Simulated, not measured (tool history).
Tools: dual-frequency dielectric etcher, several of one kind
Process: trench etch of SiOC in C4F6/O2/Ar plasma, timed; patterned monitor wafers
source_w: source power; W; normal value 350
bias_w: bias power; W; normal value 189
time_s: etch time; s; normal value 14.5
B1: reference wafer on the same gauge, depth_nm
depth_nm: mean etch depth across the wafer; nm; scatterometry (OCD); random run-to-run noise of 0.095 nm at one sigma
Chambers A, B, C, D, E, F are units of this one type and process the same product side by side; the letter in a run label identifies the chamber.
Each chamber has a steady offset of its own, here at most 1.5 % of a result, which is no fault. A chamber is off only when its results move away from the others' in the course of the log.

{"run": "1E", "day": 0.5, "source_w": 350, "bias_w": 189, "time_s": 14.5, "B1": 25.008, "depth_nm": 29.06}
{"day": 0.958, "done": "chamber F: wet clean of the chamber"}
{"run": "2F", "day": 1.154, "source_w": 350, "bias_w": 189, "time_s": 14.5, "B1": 24.979, "depth_nm": 29.298}
{"day": 1.162, "done": "chamber E: wet clean of the chamber"}
{"run": "3B", "day": 1.608, "source_w": 350, "bias_w": 189, "time_s": 14.5, "B1": 24.999, "depth_nm": 28.982}
{"run": "4D", "day": 2.183, "source_w": 350, "bias_w": 189, "time_s": 14.5, "B1": 25.002, "depth_nm": 28.56}
{"day": 2.446, "done": "chamber F: bias power generator calibrated"}
{"run": "5A", "day": 2.517, "source_w": 350, "bias_w": 160, "time_s": 17, "B1": 24.988, "depth_nm": 32.39}
{"run": "6C", "day": 3.092, "source_w": 350, "bias_w": 160, "time_s": 17, "B1": 25.015, "depth_nm": 32.285}
{"run": "7E", "day": 3.396, "source_w": 350, "bias_w": 160, "time_s": 17, "B1": 25.002, "depth_nm": 32.308}
{"run": "8C", "day": 3.7, "source_w": 350, "bias_w": 160, "time_s": 17, "B1": 25.004, "depth_nm": 32.201}
{"run": "9F", "day": 4.125, "source_w": 350, "bias_w": 160, "time_s": 17, "B1": 25.001, "depth_nm": 32.41}
{"run": "10A", "day": 4.671, "source_w": 350, "bias_w": 160, "time_s": 17, "B1": 24.987, "depth_nm": 32.235}
{"run": "11D", "day": 5.279, "source_w": 280, "bias_w": 189, "time_s": 16, "B1": 24.989, "depth_nm": 29.077}
{"run": "12B", "day": 5.629, "source_w": 280, "bias_w": 189, "time_s": 16, "B1": 24.994, "depth_nm": 29.151}
{"run": "13E", "day": 6.112, "source_w": 280, "bias_w": 189, "time_s": 16, "B1": 25.005, "depth_nm": 29.442}
{"run": "14B", "day": 6.65, "source_w": 280, "bias_w": 189, "time_s": 16, "B1": 25.002, "depth_nm": 29.399}
{"run": "15A", "day": 7.029, "source_w": 280, "bias_w": 189, "time_s": 16, "B1": 24.991, "depth_nm": 29.365}
{"run": "16C", "day": 7.438, "source_w": 280, "bias_w": 189, "time_s": 16, "B1": 24.987, "depth_nm": 29.244}
{"day": 7.45, "done": "chamber D: wet clean of the chamber"}
{"run": "17F", "day": 8.038, "source_w": 350, "bias_w": 189, "time_s": 14.5, "B1": 25.012, "depth_nm": 29.289}
{"run": "18D", "day": 8.442, "source_w": 260, "bias_w": 173, "time_s": 14.5, "B1": 24.998, "depth_nm": 24.8}
{"run": "19A", "day": 8.929, "source_w": 260, "bias_w": 173, "time_s": 14.5, "B1": 24.993, "depth_nm": 25.117}
{"run": "20F", "day": 9.417, "source_w": 260, "bias_w": 173, "time_s": 14.5, "B1": 24.986, "depth_nm": 25.416}
{"run": "21C", "day": 9.829, "source_w": 260, "bias_w": 173, "time_s": 14.5, "B1": 25.027, "depth_nm": 24.908}
{"day": 9.921, "done": "chamber C: bias power generator calibrated"}
{"run": "22D", "day": 10.408, "source_w": 260, "bias_w": 173, "time_s": 14.5, "B1": 24.997, "depth_nm": 24.959}
{"run": "23B", "day": 10.896, "source_w": 260, "bias_w": 173, "time_s": 14.5, "B1": 25.002, "depth_nm": 24.924}
{"run": "24E", "day": 11.517, "source_w": 350, "bias_w": 189, "time_s": 14.5, "B1": 25.01, "depth_nm": 29.192}
{"run": "25F", "day": 12.067, "source_w": 350, "bias_w": 189, "time_s": 14.5, "B1": 25.02, "depth_nm": 29.348}
{"run": "26B", "day": 12.612, "source_w": 350, "bias_w": 189, "time_s": 14.5, "B1": 24.995, "depth_nm": 29.082}
{"day": 12.804, "done": "chamber C: wet clean of the chamber"}
{"day": 13.138, "done": "chamber F: source power generator calibrated"}
{"run": "27E", "day": 13.158, "source_w": 390, "bias_w": 189, "time_s": 14.5, "B1": 24.99, "depth_nm": 30.282}
{"run": "28C", "day": 13.696, "source_w": 390, "bias_w": 189, "time_s": 14.5, "B1": 25.025, "depth_nm": 30.153}
{"day": 13.862, "done": "chamber A: wet clean of the chamber"}
{"run": "29D", "day": 14.088, "source_w": 390, "bias_w": 189, "time_s": 14.5, "B1": 24.985, "depth_nm": 29.847}
{"run": "30A", "day": 14.717, "source_w": 390, "bias_w": 189, "time_s": 14.5, "B1": 25.008, "depth_nm": 30.089}
{"run": "31A", "day": 15.129, "source_w": 390, "bias_w": 189, "time_s": 14.5, "B1": 24.985, "depth_nm": 30.09}
{"run": "32E", "day": 15.604, "source_w": 390, "bias_w": 189, "time_s": 14.5, "B1": 25.011, "depth_nm": 30.197}
{"run": "33C", "day": 16.05, "source_w": 350, "bias_w": 189, "time_s": 14.5, "B1": 25.015, "depth_nm": 28.959}
{"run": "34D", "day": 16.479, "source_w": 350, "bias_w": 189, "time_s": 14.5, "B1": 24.993, "depth_nm": 28.695}
{"run": "35B", "day": 17.0, "source_w": 350, "bias_w": 147, "time_s": 11, "B1": 25.002, "depth_nm": 20.307}
{"run": "36F", "day": 17.65, "source_w": 350, "bias_w": 147, "time_s": 11, "B1": 24.987, "depth_nm": 20.499}
{"day": 17.679, "done": "chamber B: wet clean of the chamber"}
{"run": "37B", "day": 18.317, "source_w": 350, "bias_w": 147, "time_s": 11, "B1": 25.019, "depth_nm": 20.375}
{"run": "38F", "day": 18.908, "source_w": 350, "bias_w": 147, "time_s": 11, "B1": 25.013, "depth_nm": 20.459}
{"run": "39C", "day": 19.404, "source_w": 350, "bias_w": 147, "time_s": 11, "B1": 25.004, "depth_nm": 20.245}
{"run": "40D", "day": 19.788, "source_w": 350, "bias_w": 147, "time_s": 11, "B1": 25.011, "depth_nm": 20.066}

Is one chamber out of step, is the gauge drifting, or do the chambers differ by no more than their own small offsets? For an off chamber, give its letter and the likeliest cause.

All chambers stay in line apart from their small fixed offsets, and the gauge does not drift.
